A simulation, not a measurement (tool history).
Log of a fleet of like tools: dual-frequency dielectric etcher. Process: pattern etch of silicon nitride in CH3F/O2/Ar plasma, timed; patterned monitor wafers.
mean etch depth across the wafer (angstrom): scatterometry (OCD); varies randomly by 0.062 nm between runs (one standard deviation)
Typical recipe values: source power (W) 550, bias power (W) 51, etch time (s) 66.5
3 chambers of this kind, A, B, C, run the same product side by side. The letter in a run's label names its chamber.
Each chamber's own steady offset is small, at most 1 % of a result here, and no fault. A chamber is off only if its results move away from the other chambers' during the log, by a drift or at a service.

run,hour,source power (W),bias power (W),etch time (s),hours since the last wet clean,hours since the last source power generator calibration,hours since the last bias power generator calibration,"read-back reference wafer on the same gauge, depth_nm",mean etch depth across the wafer (angstrom)
1C,15.1,550,51,66.5,443.7,1729.7,119.2,38.691,467.54
2B,22.2,550,51,66.5,327.1,3632.4,3133.8,38.714,471.69
# hour 26.9: chamber C: wet clean of the chamber
3A,31.6,550,51,66.5,255.5,2514.5,3730.1,38.716,468.51
4A,42.4,550,51,66.5,266.3,2525.3,3740.9,38.721,469.50
5C,49.4,550,51,66.5,22.5,1764.0,153.5,38.717,467.83
6B,62.1,550,51,66.5,367.0,3672.3,3173.7,38.731,471.69
7C,71.0,550,51,66.5,44.1,1785.6,175.1,38.733,468.53
# hour 85.1: chamber B: source power generator calibrated
8B,85.3,550,51,66.5,390.2,0.3,3196.9,38.741,472.16
9A,93.6,550,51,66.5,317.5,2576.5,3792.1,38.739,468.98
10C,108.5,680,51,66.5,81.6,1823.1,212.6,38.745,509.27
11A,120.0,680,51,66.5,343.9,2602.9,3818.5,38.743,511.69
12B,131.9,680,51,66.5,436.8,46.9,3243.5,38.748,514.50
13A,142.1,550,51,66.5,366.0,2625.0,3840.6,38.758,470.25
14B,150.9,550,51,66.5,455.8,65.9,3262.5,38.776,472.22
15C,166.5,550,51,66.5,139.6,1881.1,270.6,38.762,468.42
16B,179.8,550,51,66.5,484.7,94.8,3291.4,38.777,472.23
17C,192.2,550,51,66.5,165.3,1906.8,296.3,38.790,468.55
18A,206.1,550,51,66.5,430.0,2689.0,3904.6,38.798,469.87
19B,218.6,550,51,66.5,523.5,133.6,3330.2,38.801,472.50
# hour 225.3: chamber B: wet clean of the chamber
20C,231.4,550,51,66.5,204.5,1946.0,335.5,38.810,468.98
21A,239.2,550,51,66.5,463.1,2722.1,3937.7,38.800,469.71
22B,251.9,550,51,66.5,26.6,166.9,3363.5,38.804,472.86
# hour 263.9: chamber A: wet clean of the chamber
23A,264.3,550,51,66.5,0.5,2747.2,3962.8,38.838,470.67
24C,275.6,550,51,66.5,248.7,1990.2,379.7,38.827,468.24
25C,289.4,550,51,66.5,262.5,2004.0,393.5,38.833,467.89
26B,299.7,550,51,66.5,74.4,214.7,3411.3,38.845,471.50
27A,311.8,550,51,66.5,48.0,2794.7,4010.3,38.854,471.15
28A,324.6,550,51,66.5,60.8,2807.5,4023.1,38.843,471.09
29B,334.1,550,51,66.5,108.8,249.1,3445.7,38.849,473.29
30C,342.5,550,51,66.5,315.6,2057.1,446.6,38.863,469.01
31C,350.0,550,51,66.5,323.1,2064.6,454.1,38.870,470.72
# hour 350.4: chamber C: source power generator calibrated
32B,360.3,550,51,66.5,135.0,275.3,3471.9,38.860,473.46
33A,367.4,550,51,66.5,103.6,2850.3,4065.9,38.858,470.68
34B,377.1,550,51,66.5,151.8,292.1,3488.7,38.868,473.88
# hour 390.7: chamber C: wet clean of the chamber
35A,393.1,550,41,77.0,129.3,2876.0,4091.6,38.886,511.52
36C,408.4,550,41,77.0,17.8,58.1,512.5,38.879,509.96
37A,419.7,550,41,77.0,155.9,2902.6,4118.2,38.889,510.87
38C,435.4,550,51,66.5,44.8,85.1,539.5,38.889,469.86
39B,449.5,550,51,66.5,224.2,364.5,3561.1,38.903,473.87

Each of the 3 chambers runs these same settings next. Fill in every chamber's results:
40A,461.2,550,51,81.0,,,,,?
40B,461.2,550,51,81.0,,,,,?
40C,461.2,550,51,81.0,,,,,?

run,mean etch depth across the wafer (angstrom)
40A,574.11
40B,576.80
40C,571.01
